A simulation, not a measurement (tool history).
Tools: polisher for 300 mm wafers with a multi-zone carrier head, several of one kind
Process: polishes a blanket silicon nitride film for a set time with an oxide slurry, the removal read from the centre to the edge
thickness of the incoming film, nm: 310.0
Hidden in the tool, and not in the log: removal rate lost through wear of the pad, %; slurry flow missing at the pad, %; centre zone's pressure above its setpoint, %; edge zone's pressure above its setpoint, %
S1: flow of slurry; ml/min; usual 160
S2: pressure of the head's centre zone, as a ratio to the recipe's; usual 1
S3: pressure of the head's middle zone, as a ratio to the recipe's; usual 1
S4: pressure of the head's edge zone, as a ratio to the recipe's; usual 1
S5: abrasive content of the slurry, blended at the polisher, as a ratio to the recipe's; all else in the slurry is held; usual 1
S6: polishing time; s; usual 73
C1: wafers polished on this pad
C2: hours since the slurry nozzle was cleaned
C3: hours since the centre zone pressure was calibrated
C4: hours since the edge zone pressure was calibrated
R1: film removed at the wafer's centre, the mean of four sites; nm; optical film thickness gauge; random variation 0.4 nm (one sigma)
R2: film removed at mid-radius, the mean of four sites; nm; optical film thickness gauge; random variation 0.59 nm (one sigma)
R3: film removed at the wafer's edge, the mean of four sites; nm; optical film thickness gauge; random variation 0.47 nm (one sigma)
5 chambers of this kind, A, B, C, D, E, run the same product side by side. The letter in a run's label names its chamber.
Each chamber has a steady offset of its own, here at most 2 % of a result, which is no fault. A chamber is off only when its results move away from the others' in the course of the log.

run 1E hour=6.4 | S1=160 S2=1 S3=1 S4=1 S5=1 S6=73 | C1=354 C2=16.4 C3=879 C4=383.2 | R1=48.671 R2=48.095 R3=48.904
run 2B hour=14.9 | S1=160 S2=1 S3=1 S4=1 S5=1 S6=73 | C1=486 C2=114.6 C3=187 C4=898.2 | R1=48.68 R2=47.741 R3=48.413
-- hour=20.2 chamber C: worn pad replaced by a new one
-- hour=23.8 chamber B: worn pad replaced by a new one
run 3C hour=25 | S1=160 S2=1 S3=1 S4=1 S5=1 S6=73 | C1=45 C2=328.6 C3=710 C4=368.9 | R1=48.306 R2=48.432 R3=49.087
run 4D hour=35.6 | S1=160 S2=1 S3=1 S4=1 S5=1 S6=73 | C1=514 C2=573.2 C3=53.9 C4=248.9 | R1=48.564 R2=48.374 R3=50.039
run 5A hour=41.7 | S1=160 S2=1 S3=1 S4=1 S5=1 S6=73 | C1=614 C2=575.5 C3=261.6 C4=569.6 | R1=47.809 R2=48.159 R3=48.723
run 6A hour=50 | S1=160 S2=1 S3=1 S4=1 S5=1 S6=73 | C1=691 C2=583.8 C3=269.9 C4=577.9 | R1=47.362 R2=48.773 R3=47.973
run 7E hour=57.8 | S1=160 S2=1 S3=1 S4=1 S5=1 S6=73 | C1=832 C2=67.8 C3=930.4 C4=434.6 | R1=48.274 R2=49.015 R3=48.442
-- hour=58.1 chamber E: worn pad replaced by a new one
run 8B hour=66.4 | S1=160 S2=1 S3=1 S4=1 S5=1 S6=73 | C1=397 C2=166.1 C3=238.5 C4=949.7 | R1=48.152 R2=47.939 R3=48.525
-- hour=68 chamber A: edge zone pressure recalibrated
-- hour=70.2 chamber D: worn pad replaced by a new one
run 9D hour=73.3 | S1=160 S2=1 S3=1 S4=1 S5=1 S6=73 | C1=29 C2=610.9 C3=91.6 C4=286.6 | R1=48.549 R2=49.193 R3=48.436
-- hour=74 chamber C: slurry nozzle cleaned
run 10C hour=80.5 | S1=160 S2=1 S3=1 S4=1 S5=1 S6=73 | C1=561 C2=6.6 C3=765.5 C4=424.4 | R1=48.633 R2=49.559 R3=47.592
-- hour=81.8 chamber B: worn pad replaced by a new one
run 11A hour=87.4 | S1=160 S2=1 S3=1 S4=1 S5=1 S6=73 | C1=1039 C2=621.2 C3=307.3 C4=19.4 | R1=47.708 R2=47.64 R3=48.202
run 12B hour=98.9 | S1=160 S2=1 S3=1 S4=1 S5=1 S6=73 | C1=159 C2=198.6 C3=271 C4=982.2 | R1=48.952 R2=48.62 R3=48.551
-- hour=105.4 chamber C: worn pad replaced by a new one
run 13D hour=110.1 | S1=160 S2=1 S3=1 S4=1 S5=1 S6=73 | C1=372 C2=647.7 C3=128.4 C4=323.4 | R1=48.862 R2=48.987 R3=49.166
run 14E hour=120.2 | S1=160 S2=1 S3=1 S4=1 S5=1 S6=73 | C1=578 C2=130.2 C3=992.8 C4=497 | R1=48.815 R2=48.261 R3=48.828
-- hour=122.2 chamber A: worn pad replaced by a new one
run 15C hour=127.3 | S1=160 S2=1 S3=1 S4=1 S5=1 S6=73 | C1=204 C2=53.4 C3=812.3 C4=471.2 | R1=49.028 R2=50.373 R3=49.167
run 16E hour=133.8 | S1=160 S2=1 S3=1 S4=1 S5=1 S6=73 | C1=705 C2=143.8 C3=1006.4 C4=510.6 | R1=48.079 R2=49.103 R3=48.457
run 17B hour=142.1 | S1=160 S2=1 S3=1 S4=1 S5=1 S6=73 | C1=561 C2=241.8 C3=314.2 C4=1025.4 | R1=48.904 R2=48.122 R3=49.042
-- hour=149.6 chamber C: centre zone pressure recalibrated
-- hour=150.6 chamber E: worn pad replaced by a new one
-- hour=151.3 chamber D: worn pad replaced by a new one
run 18C hour=153.1 | S1=160 S2=1 S3=1 S4=1 S5=1 S6=73 | C1=444 C2=79.2 C3=3.6 C4=497 | R1=54.039 R2=48.955 R3=48.386
-- hour=156.4 chamber B: worn pad replaced by a new one
run 19A hour=164.4 | S1=210 S2=1 S3=1 S4=1 S5=1 S6=73 | C1=393 C2=698.2 C3=384.3 C4=96.4 | R1=49.613 R2=50.176 R3=49.981
run 20D hour=176 | S1=210 S2=1 S3=1 S4=1 S5=1 S6=73 | C1=230 C2=713.6 C3=194.3 C4=389.3 | R1=50.593 R2=51.423 R3=50.412
-- hour=178.4 chamber D: slurry nozzle cleaned
run 21B hour=182.9 | S1=210 S2=1 S3=1 S4=1 S5=1 S6=73 | C1=247 C2=282.6 C3=355 C4=1066.2 | R1=50.141 R2=50.478 R3=50.364
-- hour=185.2 chamber B: slurry nozzle cleaned
-- hour=186.2 chamber B: edge zone pressure recalibrated
run 22C hour=194.3 | S1=210 S2=1 S3=1 S4=1 S5=1 S6=73 | C1=827 C2=120.4 C3=44.8 C4=538.2 | R1=56.582 R2=51.558 R3=50.586
-- hour=201.2 chamber B: centre zone pressure recalibrated
run 23E hour=204.5 | S1=210 S2=1 S3=1 S4=1 S5=1 S6=73 | C1=501 C2=214.5 C3=1077.1 C4=581.3 | R1=50.972 R2=50.388 R3=49.523
run 24A hour=209.5 | S1=160 S2=1 S3=1 S4=1 S5=1 S6=73 | C1=812 C2=743.3 C3=429.4 C4=141.5 | R1=48.296 R2=48.702 R3=47.82
-- hour=212.9 chamber C: worn pad replaced by a new one
run 25D hour=214.6 | S1=160 S2=1 S3=1 S4=1 S5=1 S6=73 | C1=589 C2=36.2 C3=232.9 C4=427.9 | R1=48.822 R2=48.306 R3=49.453
run 26C hour=222.5 | S1=160 S2=0.95 S3=1 S4=1.06 S5=1 S6=73 | C1=89 C2=148.6 C3=73 C4=566.4 | R1=50.785 R2=49.056 R3=50.415
-- hour=228.2 chamber E: worn pad replaced by a new one
run 27D hour=229.9 | S1=160 S2=0.95 S3=1 S4=1.06 S5=1 S6=73 | C1=731 C2=51.5 C3=248.2 C4=443.2 | R1=45.283 R2=48.822 R3=49.81
-- hour=231.3 chamber B: worn pad replaced by a new one
-- hour=234.8 chamber A: slurry nozzle cleaned
-- hour=239.5 chamber E: centre zone pressure recalibrated
run 28B hour=240.4 | S1=160 S2=0.95 S3=1 S4=1.06 S5=1 S6=73 | C1=84 C2=55.3 C3=39.2 C4=54.2 | R1=45.965 R2=47.003 R3=49.786
-- hour=249.6 chamber A: worn pad replaced by a new one
-- hour=250.7 chamber D: worn pad replaced by a new one
run 29E hour=251.4 | S1=160 S2=0.95 S3=1 S4=1.06 S5=1 S6=73 | C1=216 C2=261.4 C3=11.9 C4=628.2 | R1=45.719 R2=48.684 R3=49.834
run 30A hour=260.8 | S1=160 S2=0.95 S3=1 S4=1.06 S5=1 S6=73 | C1=104 C2=26 C3=480.7 C4=192.8 | R1=45.463 R2=48.029 R3=50.58
run 31C hour=267.4 | S1=160 S2=1 S3=1 S4=1 S5=1 S6=73 | C1=507 C2=193.5 C3=117.9 C4=611.3 | R1=54.014 R2=49.841 R3=49.033
run 32A hour=278 | S1=160 S2=1 S3=1 S4=1 S5=1 S6=73 | C1=264 C2=43.2 C3=497.9 C4=210 | R1=48.179 R2=48.124 R3=49.362
-- hour=287.5 chamber B: worn pad replaced by a new one
run 33D hour=288.6 | S1=160 S2=1 S3=1 S4=1 S5=1 S6=73 | C1=353 C2=110.2 C3=306.9 C4=501.9 | R1=48.73 R2=48.251 R3=47.43
run 34E hour=294.5 | S1=160 S2=1 S3=1 S4=1 S5=1 S6=73 | C1=617 C2=304.5 C3=55 C4=671.3 | R1=48.548 R2=48.219 R3=48.708
run 35B hour=303.9 | S1=160 S2=1 S3=1 S4=1 S5=1 S6=73 | C1=153 C2=118.8 C3=102.7 C4=117.7 | R1=48.256 R2=48.34 R3=48.244
run 36A hour=313.8 | S1=160 S2=1 S3=1 S4=1 S5=1 S6=73 | C1=597 C2=79 C3=533.7 C4=245.8 | R1=48.646 R2=49.116 R3=48.849

All 5 chambers run these settings next. Forecast each chamber's results:
run 37A hour=322.1 | S1=140 S2=1 S3=1 S4=1 S5=1 S6=73 | R1=? R2=? R3=?
run 37B hour=322.1 | S1=140 S2=1 S3=1 S4=1 S5=1 S6=73 | R1=? R2=? R3=?
run 37C hour=322.1 | S1=140 S2=1 S3=1 S4=1 S5=1 S6=73 | R1=? R2=? R3=?
run 37D hour=322.1 | S1=140 S2=1 S3=1 S4=1 S5=1 S6=73 | R1=? R2=? R3=?
run 37E hour=322.1 | S1=140 S2=1 S3=1 S4=1 S5=1 S6=73 | R1=? R2=? R3=?

run=37A R1=47.033 R2=46.281 R3=48.184
run=37B R1=46.757 R2=47.167 R3=47.631
run=37C R1=51.814 R2=47.209 R3=48.625
run=37D R1=47.146 R2=46.576 R3=48.245
run=37E R1=47.051 R2=46.326 R3=47.67

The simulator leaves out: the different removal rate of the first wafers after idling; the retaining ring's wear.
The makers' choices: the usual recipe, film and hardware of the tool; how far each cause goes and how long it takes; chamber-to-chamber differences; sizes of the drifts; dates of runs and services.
